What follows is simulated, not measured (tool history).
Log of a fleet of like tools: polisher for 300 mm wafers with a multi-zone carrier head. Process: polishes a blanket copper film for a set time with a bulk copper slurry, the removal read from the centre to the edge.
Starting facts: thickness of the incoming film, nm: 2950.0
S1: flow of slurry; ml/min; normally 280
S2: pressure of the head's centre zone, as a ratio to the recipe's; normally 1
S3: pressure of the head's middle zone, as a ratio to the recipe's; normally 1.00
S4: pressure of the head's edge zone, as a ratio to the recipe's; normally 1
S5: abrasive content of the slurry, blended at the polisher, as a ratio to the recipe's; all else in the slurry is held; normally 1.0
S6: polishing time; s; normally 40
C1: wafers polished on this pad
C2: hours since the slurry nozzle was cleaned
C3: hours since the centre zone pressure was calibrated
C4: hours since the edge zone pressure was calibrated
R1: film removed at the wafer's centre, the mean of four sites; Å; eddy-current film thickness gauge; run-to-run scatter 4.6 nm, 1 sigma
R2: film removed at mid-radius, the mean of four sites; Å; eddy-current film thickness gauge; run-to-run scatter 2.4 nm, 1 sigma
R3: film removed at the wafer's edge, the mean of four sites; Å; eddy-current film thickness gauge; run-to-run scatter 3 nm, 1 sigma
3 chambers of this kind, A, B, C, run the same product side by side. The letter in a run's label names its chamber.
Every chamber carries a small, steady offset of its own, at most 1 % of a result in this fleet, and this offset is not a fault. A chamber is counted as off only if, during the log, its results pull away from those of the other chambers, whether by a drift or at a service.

run,hour,S1,S2,S3,S4,S5,S6,C1,C2,C3,C4,R1,R2,R3
1B,4.9,280,1,1.00,1,1.0,40,584,178.2,114.1,1001.5,3153.0,3181.8,3184.7
2A,8.0,280,1,1.00,1,1.0,40,338,379.4,599.2,272.7,3273.0,3191.6,3182.6
3C,13.4,280,1,1.00,1,1.0,40,1132,432.8,1033.7,140.9,3276.3,3224.6,3229.4
4B,19.1,280,1,1.00,1,1.0,40,722,192.4,128.3,1015.7,3142.1,3166.9,3229.0
5C,24.5,355,1,1.00,1,1.0,40,1240,443.9,1044.8,152.0,3285.2,3303.6,3234.4
6A,28.1,355,1,1.00,1,1.0,40,535,399.5,619.3,292.8,3295.2,3270.8,3304.6
7A,33.9,355,1,1.00,1,1.0,40,591,405.3,625.1,298.6,3246.1,3307.7,3319.9
# hour 36.4: chamber C: worn pad replaced by a new one
8C,39.7,280,1,1.00,1,1.0,40,32,459.1,1060.0,167.2,3188.2,3226.1,3175.4
9B,42.7,280,1,1.00,1,1.0,40,953,216.0,151.9,1039.3,3174.5,3192.8,3265.3
10C,48.9,280,1,0.91,1,1.0,52,122,468.3,1069.2,176.4,4062.8,3819.7,4107.1
11A,53.4,280,1,0.91,1,1.0,52,782,424.8,644.6,318.1,4195.2,3806.6,4164.7
12B,59.2,280,1,0.91,1,1.0,52,1115,232.5,168.4,1055.8,3962.9,3765.4,4224.6
# hour 62.4: chamber A: worn pad replaced by a new one
13A,62.6,280,1,1.06,1,1.0,40,2,434.0,653.8,327.3,3159.0,3367.4,3198.0
14B,67.8,280,1,1.06,1,1.0,40,1199,241.1,177.0,1064.4,3242.2,3378.0,3263.7
15C,73.6,280,1,1.06,1,1.0,40,363,493.0,1093.9,201.1,3208.2,3443.2,3132.9
# hour 74.2: chamber B: worn pad replaced by a new one
# hour 76.1: chamber A: edge zone pressure recalibrated
16C,78.7,280,1,1.00,1,1.0,40,413,498.1,1099.0,206.2,3173.1,3224.9,3195.8
17A,84.1,280,1,0.89,1,1.2,40,213,455.5,675.3,8.0,3372.2,3012.2,3329.5
18B,90.4,280,1,0.89,1,1.2,40,158,263.7,199.6,1087.0,3324.5,3003.6,3306.0
19C,96.5,280,1,0.89,1,1.2,40,587,515.9,1116.8,224.0,3377.7,3039.6,3352.8
20B,102.5,210,1,0.93,1,1.0,40,276,275.8,211.7,1099.1,3040.4,2863.1,3138.9
21A,108.0,210,1,0.93,1,1.0,40,446,479.4,699.2,31.9,3105.3,2902.3,3128.2
22C,112.4,210,1,0.93,1,1.0,40,743,531.8,1132.7,239.9,3094.5,2950.8,3111.8
23A,117.5,280,1,1.00,1,1.0,40,539,488.9,708.7,41.4,3236.8,3212.4,3226.4
24B,120.7,280,1,1.00,1,1.0,40,454,294.0,229.9,1117.3,3191.5,3158.0,3176.9
25B,125.5,280,1,1.00,1,1.0,40,501,298.8,234.7,1122.1,3226.1,3219.5,3243.6
26C,128.6,280,1,1.00,1,1.0,40,901,548.0,1148.9,256.1,3202.4,3261.1,3163.4
27A,134.0,280,1,1.00,1,1.0,40,701,505.4,725.2,57.9,3208.5,3218.0,3251.3
28C,140.1,280,1,1.00,1,1.0,40,1014,559.5,1160.4,267.6,3231.3,3254.8,3177.2
29B,146.4,280,1,1.00,1,1.0,40,706,319.7,255.6,1143.0,3203.8,3174.9,3215.7
30A,149.1,280,1,1.00,1,1.0,40,848,520.5,740.3,73.0,3242.4,3216.5,3230.5
31A,152.4,280,1,1.00,1,1.0,40,881,523.8,743.6,76.3,3223.9,3243.0,3250.0
32C,156.1,280,1,1.00,1,1.0,40,1170,575.5,1176.4,283.6,3222.3,3192.1,3154.4

Is one chamber off against the others, does the gauge drift, or is nothing wrong? If a chamber is off, say which, and what the likeliest cause is.

All chambers stay in line apart from their small fixed offsets, and the gauge does not drift.
